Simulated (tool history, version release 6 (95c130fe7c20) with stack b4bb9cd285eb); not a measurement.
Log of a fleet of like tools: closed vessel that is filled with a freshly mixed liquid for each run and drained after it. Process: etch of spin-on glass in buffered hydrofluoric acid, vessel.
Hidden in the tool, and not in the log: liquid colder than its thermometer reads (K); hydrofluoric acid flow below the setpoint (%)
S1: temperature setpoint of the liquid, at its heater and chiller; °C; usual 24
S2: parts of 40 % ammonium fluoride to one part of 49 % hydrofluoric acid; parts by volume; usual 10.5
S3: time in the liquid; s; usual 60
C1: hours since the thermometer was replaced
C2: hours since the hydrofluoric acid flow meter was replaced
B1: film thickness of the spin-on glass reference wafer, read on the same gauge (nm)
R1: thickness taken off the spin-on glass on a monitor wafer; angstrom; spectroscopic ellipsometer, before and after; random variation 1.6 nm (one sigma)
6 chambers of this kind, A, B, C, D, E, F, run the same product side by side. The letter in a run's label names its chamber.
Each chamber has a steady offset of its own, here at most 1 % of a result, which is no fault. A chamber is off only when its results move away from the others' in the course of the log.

run   hour  S1    S2  S3      C1      C2      B1      R1
 1B    9.1  24  10.5  60   161.1   923.9  150.00  1769.6
 2F   16.0  24  10.5  60   905.2    82.2  149.99  1763.6
 3C   25.1  24  10.5  60   567.5   890.2  150.02  1765.8
 4E   33.7  24  10.5  60   336.3  1113.7  150.00  1763.7
 5D   41.5  24  10.5  60  1029.4    94.6  149.99  1758.1
      44.9  -- chamber C: thermometer replaced
 6A   48.2  24  10.5  60   330.1  1676.2  150.00  1779.8
 7E   54.6  24  10.5  60   357.2  1134.6  149.99  1751.1
 8A   60.4  28  10.5  90   342.3  1688.4  150.01  3285.2
 9F   65.9  28  10.5  90   955.1   132.1  150.01  3312.5
10B   72.3  28  10.5  90   224.3   987.1  150.00  3300.7
11C   81.7  28  10.5  90    36.9   946.8  149.99  3270.0
12D   88.5  28  10.5  90  1076.4   141.6  149.99  3265.3
13D   96.2  28  10.5  90  1084.1   149.3  150.00  3242.8
14B  102.4  24  10.5  60   254.4  1017.2  149.97  1790.6
15E  109.1  24  10.5  45   411.7  1189.1  149.97  1332.1
16A  114.3  24  10.5  45   396.2  1742.3  150.00  1334.0
17F  120.4  24  10.5  45  1009.6   186.6  149.98  1303.5
18C  127.7  24  10.5  45    82.9   992.8  150.00  1321.1
19D  133.0  24  10.5  45  1120.9   186.1  150.02  1319.7
20C  137.1  24  10.5  45    92.3  1002.2  149.98  1345.1
21E  141.5  24  10.5  60   444.1  1221.5  150.00  1780.3
22F  148.5  24  10.5  60  1037.7   214.7  149.97  1708.6
23A  156.8  20  10.5  80   438.7  1784.8  149.98  1893.5
24B  164.9  20  10.5  80   316.9  1079.7  150.02  1907.9
25C  169.4  20  10.5  80   124.6  1034.5  150.02  1864.5
     174.9  -- chamber A: hydrofluoric acid flow meter replaced
26F  175.4  20  10.5  80  1064.6   241.6  150.01  1787.3
27A  183.8  20  10.5  80   465.7     8.9  150.00  1896.6
28E  191.2  20  10.5  80   493.8  1271.2  149.99  1840.8
29B  198.8  24  10.5  60   350.8  1113.6  150.02  1782.1
30D  207.5  24  10.5  60  1195.4   260.6  149.98  1795.7
31E  216.6  24  10.5  60   519.2  1296.6  150.03  1759.0
32A  221.8  24  10.5  60   503.7    46.9  150.02  1774.5
33D  228.9  24  10.5  60  1216.8   282.0  150.00  1799.5
34B  233.1  24  10.5  60   385.1  1147.9  150.02  1777.7
35C  238.8  24  10.5  60   194.0  1103.9  150.00  1770.5
     244.3  -- chamber D: thermometer replaced
36F  247.2  24  10.5  60  1136.4   313.4  149.99  1626.8
37F  251.6  24  10.5  60  1140.8   317.8  150.02  1621.5
38B  258.1  24  10.5  45   410.1  1172.9  149.99  1338.7
     261.1  -- chamber B: hydrofluoric acid flow meter replaced
39C  265.1  24  10.5  45   220.3  1130.2  149.97  1302.3
40D  272.5  24  10.5  45    28.2   325.6  150.00  1337.3
41E  278.1  24  10.5  45   580.7  1358.1  150.00  1338.1
42A  283.9  24  10.5  45   565.8   109.0  150.03  1336.6
43B  289.4  24  10.5  45   441.4    28.4  149.99  1331.7

All 6 chambers run these settings next. Forecast each chamber's results:
44A  296.2  24  10.5  60               ?
44B  296.2  24  10.5  60               ?
44C  296.2  24  10.5  60               ?
44D  296.2  24  10.5  60               ?
44E  296.2  24  10.5  60               ?
44F  296.2  24  10.5  60               ?

run      R1
44A  1747.2
44B  1772.3
44C  1771.1
44D  1800.5
44E  1751.8
44F  1575.9

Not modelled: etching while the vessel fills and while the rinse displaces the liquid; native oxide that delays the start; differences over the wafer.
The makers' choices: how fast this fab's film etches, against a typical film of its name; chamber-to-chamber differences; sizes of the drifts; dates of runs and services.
